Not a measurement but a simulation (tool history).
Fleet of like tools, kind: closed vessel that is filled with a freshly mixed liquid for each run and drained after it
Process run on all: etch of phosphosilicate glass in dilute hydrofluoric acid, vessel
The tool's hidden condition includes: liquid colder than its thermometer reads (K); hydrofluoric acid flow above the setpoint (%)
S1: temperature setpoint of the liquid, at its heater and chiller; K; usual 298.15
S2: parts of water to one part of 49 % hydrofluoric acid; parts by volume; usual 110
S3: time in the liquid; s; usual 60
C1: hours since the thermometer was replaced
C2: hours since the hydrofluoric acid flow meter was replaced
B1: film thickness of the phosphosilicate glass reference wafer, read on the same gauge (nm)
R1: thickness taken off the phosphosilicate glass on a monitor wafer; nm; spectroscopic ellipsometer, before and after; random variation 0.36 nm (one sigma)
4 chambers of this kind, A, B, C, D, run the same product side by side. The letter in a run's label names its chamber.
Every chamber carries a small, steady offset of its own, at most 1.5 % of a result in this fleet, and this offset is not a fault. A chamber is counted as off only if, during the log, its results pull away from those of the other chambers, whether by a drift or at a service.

{"run": "1B", "hour": 6.3, "S1": 298.15, "S2": 110, "S3": 60, "C1": 2379.9, "C2": 443.1, "B1": 79.996, "R1": 50.231}
{"run": "2D", "hour": 15.5, "S1": 298.15, "S2": 110, "S3": 60, "C1": 1457.4, "C2": 196.5, "B1": 79.989, "R1": 51.624}
{"run": "3A", "hour": 21.5, "S1": 298.15, "S2": 110, "S3": 60, "C1": 710.5, "C2": 797.7, "B1": 80.007, "R1": 50.1}
{"run": "4C", "hour": 31.5, "S1": 298.15, "S2": 110, "S3": 60, "C1": 740.7, "C2": 368.1, "B1": 80.004, "R1": 50.072}
{"run": "5C", "hour": 39.7, "S1": 298.15, "S2": 110, "S3": 60, "C1": 748.9, "C2": 376.3, "B1": 79.968, "R1": 49.879}
{"run": "6A", "hour": 51.4, "S1": 298.15, "S2": 110, "S3": 60, "C1": 740.4, "C2": 827.6, "B1": 80.004, "R1": 50.147}
{"run": "7D", "hour": 58.3, "S1": 298.15, "S2": 110, "S3": 60, "C1": 1500.2, "C2": 239.3, "B1": 79.994, "R1": 51.642}
{"run": "8B", "hour": 67.3, "S1": 298.15, "S2": 110, "S3": 60, "C1": 2440.9, "C2": 504.1, "B1": 80.012, "R1": 50.819}
{"run": "9D", "hour": 75.1, "S1": 298.15, "S2": 110, "S3": 60, "C1": 1517.0, "C2": 256.1, "B1": 80.003, "R1": 51.148}
{"run": "10B", "hour": 83.4, "S1": 298.15, "S2": 110, "S3": 60, "C1": 2457.0, "C2": 520.2, "B1": 79.984, "R1": 51.151}
{"hour": 89.6, "done": "chamber C: hydrofluoric acid flow meter replaced"}
{"run": "11A", "hour": 94.3, "S1": 298.15, "S2": 110, "S3": 60, "C1": 783.3, "C2": 870.5, "B1": 79.958, "R1": 50.92}
{"run": "12C", "hour": 104.2, "S1": 298.15, "S2": 110, "S3": 60, "C1": 813.4, "C2": 14.6, "B1": 79.996, "R1": 50.544}
{"run": "13A", "hour": 110.8, "S1": 298.15, "S2": 110, "S3": 60, "C1": 799.8, "C2": 887.0, "B1": 80.01, "R1": 50.375}
{"run": "14C", "hour": 121.2, "S1": 298.15, "S2": 110, "S3": 60, "C1": 830.4, "C2": 31.6, "B1": 79.987, "R1": 50.571}
{"run": "15D", "hour": 132.1, "S1": 300.15, "S2": 110, "S3": 60, "C1": 1574.0, "C2": 313.1, "B1": 79.966, "R1": 54.83}
{"run": "16B", "hour": 142.2, "S1": 300.15, "S2": 110, "S3": 60, "C1": 2515.8, "C2": 579.0, "B1": 79.991, "R1": 56.216}
{"run": "17D", "hour": 150.6, "S1": 300.15, "S2": 110, "S3": 60, "C1": 1592.5, "C2": 331.6, "B1": 79.974, "R1": 55.411}
{"run": "18C", "hour": 162.3, "S1": 300.15, "S2": 110, "S3": 60, "C1": 871.5, "C2": 72.7, "B1": 79.942, "R1": 53.888}
{"hour": 163.3, "done": "chamber B: thermometer replaced"}
{"run": "19A", "hour": 168.2, "S1": 298.15, "S2": 110, "S3": 60, "C1": 857.2, "C2": 944.4, "B1": 80.003, "R1": 50.939}
{"run": "20B", "hour": 177.8, "S1": 298.15, "S2": 110, "S3": 60, "C1": 14.5, "C2": 614.6, "B1": 80.019, "R1": 53.801}
{"run": "21A", "hour": 183.8, "S1": 300.15, "S2": 110, "S3": 60, "C1": 872.8, "C2": 960.0, "B1": 80.002, "R1": 54.584}
{"run": "22D", "hour": 193.0, "S1": 300.15, "S2": 110, "S3": 60, "C1": 1634.9, "C2": 374.0, "B1": 80.025, "R1": 55.421}
{"run": "23C", "hour": 204.2, "S1": 300.15, "S2": 110, "S3": 60, "C1": 913.4, "C2": 114.6, "B1": 80.008, "R1": 54.597}
{"run": "24B", "hour": 212.8, "S1": 300.15, "S2": 110, "S3": 60, "C1": 49.5, "C2": 649.6, "B1": 79.96, "R1": 57.736}
{"hour": 216.4, "done": "chamber A: hydrofluoric acid flow meter replaced"}
{"run": "25B", "hour": 220.2, "S1": 298.15, "S2": 110, "S3": 60, "C1": 56.9, "C2": 657.0, "B1": 79.973, "R1": 53.941}
{"run": "26D", "hour": 225.5, "S1": 298.15, "S2": 110, "S3": 60, "C1": 1667.4, "C2": 406.5, "B1": 79.976, "R1": 51.307}
{"run": "27A", "hour": 231.5, "S1": 298.15, "S2": 110, "S3": 60, "C1": 920.5, "C2": 15.2, "B1": 80.008, "R1": 51.177}
{"run": "28C", "hour": 242.8, "S1": 300.15, "S2": 110, "S3": 95, "C1": 952.0, "C2": 153.2, "B1": 80.036, "R1": 86.004}
{"run": "29C", "hour": 248.3, "S1": 300.15, "S2": 110, "S3": 95, "C1": 957.5, "C2": 158.7, "B1": 79.967, "R1": 87.105}
{"run": "30B", "hour": 256.8, "S1": 300.15, "S2": 110, "S3": 95, "C1": 93.5, "C2": 693.6, "B1": 79.979, "R1": 92.991}
{"run": "31D", "hour": 263.2, "S1": 300.15, "S2": 110, "S3": 95, "C1": 1705.1, "C2": 444.2, "B1": 80.013, "R1": 88.86}
{"run": "32A", "hour": 274.1, "S1": 298.15, "S2": 110, "S3": 40, "C1": 963.1, "C2": 57.8, "B1": 79.975, "R1": 33.867}
{"run": "33D", "hour": 282.0, "S1": 298.15, "S2": 110, "S3": 40, "C1": 1723.9, "C2": 463.0, "B1": 80.013, "R1": 34.482}
{"run": "34A", "hour": 290.9, "S1": 298.15, "S2": 110, "S3": 40, "C1": 979.9, "C2": 74.6, "B1": 79.967, "R1": 33.621}
{"run": "35B", "hour": 301.0, "S1": 298.15, "S2": 110, "S3": 40, "C1": 137.7, "C2": 737.8, "B1": 79.985, "R1": 36.963}
{"run": "36C", "hour": 309.8, "S1": 298.15, "S2": 110, "S3": 60, "C1": 1019.0, "C2": 220.2, "B1": 79.998, "R1": 49.714}
{"run": "37C", "hour": 316.4, "S1": 298.15, "S2": 110, "S3": 60, "C1": 1025.6, "C2": 226.8, "B1": 80.022, "R1": 50.759}
{"run": "38B", "hour": 328.5, "S1": 298.15, "S2": 110, "S3": 60, "C1": 165.2, "C2": 765.3, "B1": 80.005, "R1": 54.765}
{"run": "39A", "hour": 334.0, "S1": 298.15, "S2": 110, "S3": 60, "C1": 1023.0, "C2": 117.7, "B1": 79.981, "R1": 50.585}

For the next run the whole fleet of 4 chambers uses the same settings. Give each chamber's results:
{"run": "40A", "hour": 342.6, "S1": 302.15, "S2": 110, "S3": 60, "R1": "?"}
{"run": "40B", "hour": 342.6, "S1": 302.15, "S2": 110, "S3": 60, "R1": "?"}
{"run": "40C", "hour": 342.6, "S1": 302.15, "S2": 110, "S3": 60, "R1": "?"}
{"run": "40D", "hour": 342.6, "S1": 302.15, "S2": 110, "S3": 60, "R1": "?"}

run=40A R1=59.198
run=40B R1=64.105
run=40C R1=58.421
run=40D R1=60.043
